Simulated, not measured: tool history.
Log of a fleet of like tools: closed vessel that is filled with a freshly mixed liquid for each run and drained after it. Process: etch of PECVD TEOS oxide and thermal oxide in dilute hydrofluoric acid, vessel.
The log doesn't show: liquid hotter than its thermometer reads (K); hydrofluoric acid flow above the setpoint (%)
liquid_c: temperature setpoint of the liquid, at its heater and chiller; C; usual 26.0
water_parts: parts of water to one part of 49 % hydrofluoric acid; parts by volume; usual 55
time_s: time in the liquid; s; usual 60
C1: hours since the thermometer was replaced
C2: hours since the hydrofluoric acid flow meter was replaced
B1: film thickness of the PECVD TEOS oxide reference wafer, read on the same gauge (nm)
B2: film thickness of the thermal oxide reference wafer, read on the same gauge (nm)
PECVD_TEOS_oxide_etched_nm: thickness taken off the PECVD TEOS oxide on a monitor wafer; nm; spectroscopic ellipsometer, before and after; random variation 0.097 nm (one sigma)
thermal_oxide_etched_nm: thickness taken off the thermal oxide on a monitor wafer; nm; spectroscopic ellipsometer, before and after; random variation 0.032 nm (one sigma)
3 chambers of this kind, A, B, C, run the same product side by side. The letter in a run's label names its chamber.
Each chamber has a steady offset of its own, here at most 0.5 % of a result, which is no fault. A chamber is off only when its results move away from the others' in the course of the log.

Run 1C, day 0.179: usual settings; C1 392.5; C2 1301.9; B1 150.00; B2 120.03. Result: PECVD_TEOS_oxide_etched_nm 23.923 nm, thermal_oxide_etched_nm 5.9587 nm.
Run 2B, day 0.312: usual settings; C1 1244.0; C2 373.0; B1 150.01; B2 120.00. Result: PECVD_TEOS_oxide_etched_nm 23.828 nm, thermal_oxide_etched_nm 5.8575 nm.
Run 3A, day 0.592: usual settings; C1 41.3; C2 652.1; B1 150.00; B2 119.99. Result: PECVD_TEOS_oxide_etched_nm 24.117 nm, thermal_oxide_etched_nm 5.9434 nm.
Run 4C, day 0.775: usual settings; C1 406.8; C2 1316.2; B1 150.00; B2 119.99. Result: PECVD_TEOS_oxide_etched_nm 23.987 nm, thermal_oxide_etched_nm 5.9280 nm.
Run 5B, day 0.988: usual settings; C1 1260.2; C2 389.2; B1 149.96; B2 120.00. Result: PECVD_TEOS_oxide_etched_nm 24.025 nm, thermal_oxide_etched_nm 5.8808 nm.
Run 6A, day 1.212: usual settings; C1 56.2; C2 667.0; B1 149.98; B2 119.98. Result: PECVD_TEOS_oxide_etched_nm 23.989 nm, thermal_oxide_etched_nm 5.9826 nm.
Run 7A, day 1.492: usual settings; C1 62.9; C2 673.7; B1 149.98; B2 120.01. Result: PECVD_TEOS_oxide_etched_nm 23.872 nm, thermal_oxide_etched_nm 5.9793 nm.
Run 8C, day 1.783: usual settings; C1 431.0; C2 1340.4; B1 150.01; B2 120.01. Result: PECVD_TEOS_oxide_etched_nm 23.860 nm, thermal_oxide_etched_nm 5.9681 nm.
Run 9B, day 2.017: usual settings; C1 1284.9; C2 413.9; B1 149.98; B2 120.01. Result: PECVD_TEOS_oxide_etched_nm 23.991 nm, thermal_oxide_etched_nm 5.9219 nm.
Run 10B, day 2.296: usual settings; C1 1291.6; C2 420.6; B1 149.99; B2 120.00. Result: PECVD_TEOS_oxide_etched_nm 23.973 nm, thermal_oxide_etched_nm 5.8900 nm.
Run 11C, day 2.592: usual settings; C1 450.4; C2 1359.8; B1 149.97; B2 120.01. Result: PECVD_TEOS_oxide_etched_nm 23.724 nm, thermal_oxide_etched_nm 5.9079 nm.
Run 12A, day 2.729: usual settings; C1 92.6; C2 703.4; B1 150.02; B2 120.02. Result: PECVD_TEOS_oxide_etched_nm 24.022 nm, thermal_oxide_etched_nm 5.8834 nm.
Run 13A, day 2.917: usual settings; C1 97.1; C2 707.9; B1 149.99; B2 120.00. Result: PECVD_TEOS_oxide_etched_nm 24.001 nm, thermal_oxide_etched_nm 6.0025 nm.
Run 14C, day 3.067: usual settings; C1 461.8; C2 1371.2; B1 149.97; B2 120.01. Result: PECVD_TEOS_oxide_etched_nm 23.887 nm, thermal_oxide_etched_nm 5.9224 nm.
Run 15B, day 3.325: usual settings; C1 1316.3; C2 445.3; B1 150.00; B2 119.99. Result: PECVD_TEOS_oxide_etched_nm 23.918 nm, thermal_oxide_etched_nm 5.9533 nm.
Run 16B, day 3.467: usual settings; C1 1319.7; C2 448.7; B1 150.03; B2 119.98. Result: PECVD_TEOS_oxide_etched_nm 24.032 nm, thermal_oxide_etched_nm 5.9001 nm.
At day 3.642: chamber B: hydrofluoric acid flow meter replaced.
Run 17A, day 3.683: usual settings; C1 115.5; C2 726.3; B1 149.98; B2 119.99. Result: PECVD_TEOS_oxide_etched_nm 24.067 nm, thermal_oxide_etched_nm 5.9707 nm.
Run 18C, day 3.883: usual settings; C1 481.4; C2 1390.8; B1 150.06; B2 119.99. Result: PECVD_TEOS_oxide_etched_nm 23.834 nm, thermal_oxide_etched_nm 5.9716 nm.
Run 19C, day 4.088: usual settings; C1 486.3; C2 1395.7; B1 150.00; B2 120.01. Result: PECVD_TEOS_oxide_etched_nm 23.825 nm, thermal_oxide_etched_nm 5.9494 nm.
Run 20B, day 4.354: usual settings; C1 1341.0; C2 17.2; B1 150.00; B2 120.00. Result: PECVD_TEOS_oxide_etched_nm 23.873 nm, thermal_oxide_etched_nm 5.9727 nm.
Run 21A, day 4.642: usual settings but liquid_c 21.5 C, time_s 90 s; C1 138.5; C2 749.3; B1 150.04; B2 119.99. Result: PECVD_TEOS_oxide_etched_nm 30.114 nm, thermal_oxide_etched_nm 7.4346 nm.
Run 22B, day 4.775: usual settings but liquid_c 21.5 C, time_s 90 s; C1 1351.1; C2 27.3; B1 150.00; B2 120.01. Result: PECVD_TEOS_oxide_etched_nm 29.654 nm, thermal_oxide_etched_nm 7.3798 nm.
Run 23A, day 4.971: usual settings but liquid_c 21.5 C, time_s 90 s; C1 146.4; C2 757.2; B1 150.00; B2 120.02. Result: PECVD_TEOS_oxide_etched_nm 30.119 nm, thermal_oxide_etched_nm 7.3758 nm.
Run 24C, day 5.104: usual settings; C1 510.7; C2 1420.1; B1 150.00; B2 120.01. Result: PECVD_TEOS_oxide_etched_nm 23.855 nm, thermal_oxide_etched_nm 5.9327 nm.
Run 25B, day 5.262: usual settings; C1 1362.8; C2 39.0; B1 150.03; B2 120.01. Result: PECVD_TEOS_oxide_etched_nm 23.817 nm, thermal_oxide_etched_nm 5.8953 nm.
Run 26A, day 5.458: usual settings; C1 158.1; C2 768.9; B1 149.99; B2 120.01. Result: PECVD_TEOS_oxide_etched_nm 23.946 nm, thermal_oxide_etched_nm 5.9503 nm.
Run 27C, day 5.658: usual settings; C1 524.0; C2 1433.4; B1 150.00; B2 119.98. Result: PECVD_TEOS_oxide_etched_nm 23.834 nm, thermal_oxide_etched_nm 5.9770 nm.
Run 28A, day 5.929: usual settings; C1 169.4; C2 780.2; B1 149.99; B2 120.02. Result: PECVD_TEOS_oxide_etched_nm 23.890 nm, thermal_oxide_etched_nm 5.9312 nm.
Run 29B, day 6.171: usual settings; C1 1384.6; C2 60.8; B1 149.97; B2 120.03. Result: PECVD_TEOS_oxide_etched_nm 23.896 nm, thermal_oxide_etched_nm 5.9091 nm.
Run 30C, day 6.433: usual settings; C1 542.6; C2 1452.0; B1 149.99; B2 120.00. Result: PECVD_TEOS_oxide_etched_nm 23.930 nm, thermal_oxide_etched_nm 5.9860 nm.
Run 31A, day 6.704: usual settings; C1 188.0; C2 798.8; B1 149.99; B2 119.99. Result: PECVD_TEOS_oxide_etched_nm 24.010 nm, thermal_oxide_etched_nm 5.9417 nm.
Run 32B, day 6.892: usual settings but water_parts 35 parts by volume; C1 1401.9; C2 78.1; B1 149.98; B2 120.00. Result: PECVD_TEOS_oxide_etched_nm 38.276 nm, thermal_oxide_etched_nm 9.4621 nm.

Next, every chamber runs the same settings. What will each give?
Run 33A, day 7.108: usual settings. Result: PECVD_TEOS_oxide_etched_nm ?, thermal_oxide_etched_nm ?.
Run 33B, day 7.108: usual settings. Result: PECVD_TEOS_oxide_etched_nm ?, thermal_oxide_etched_nm ?.
Run 33C, day 7.108: usual settings. Result: PECVD_TEOS_oxide_etched_nm ?, thermal_oxide_etched_nm ?.

run  PECVD_TEOS_oxide_etched_nm  thermal_oxide_etched_nm
33A                      23.892                   5.9243
33B                      23.940                   5.9512
33C                      23.930                   5.9494

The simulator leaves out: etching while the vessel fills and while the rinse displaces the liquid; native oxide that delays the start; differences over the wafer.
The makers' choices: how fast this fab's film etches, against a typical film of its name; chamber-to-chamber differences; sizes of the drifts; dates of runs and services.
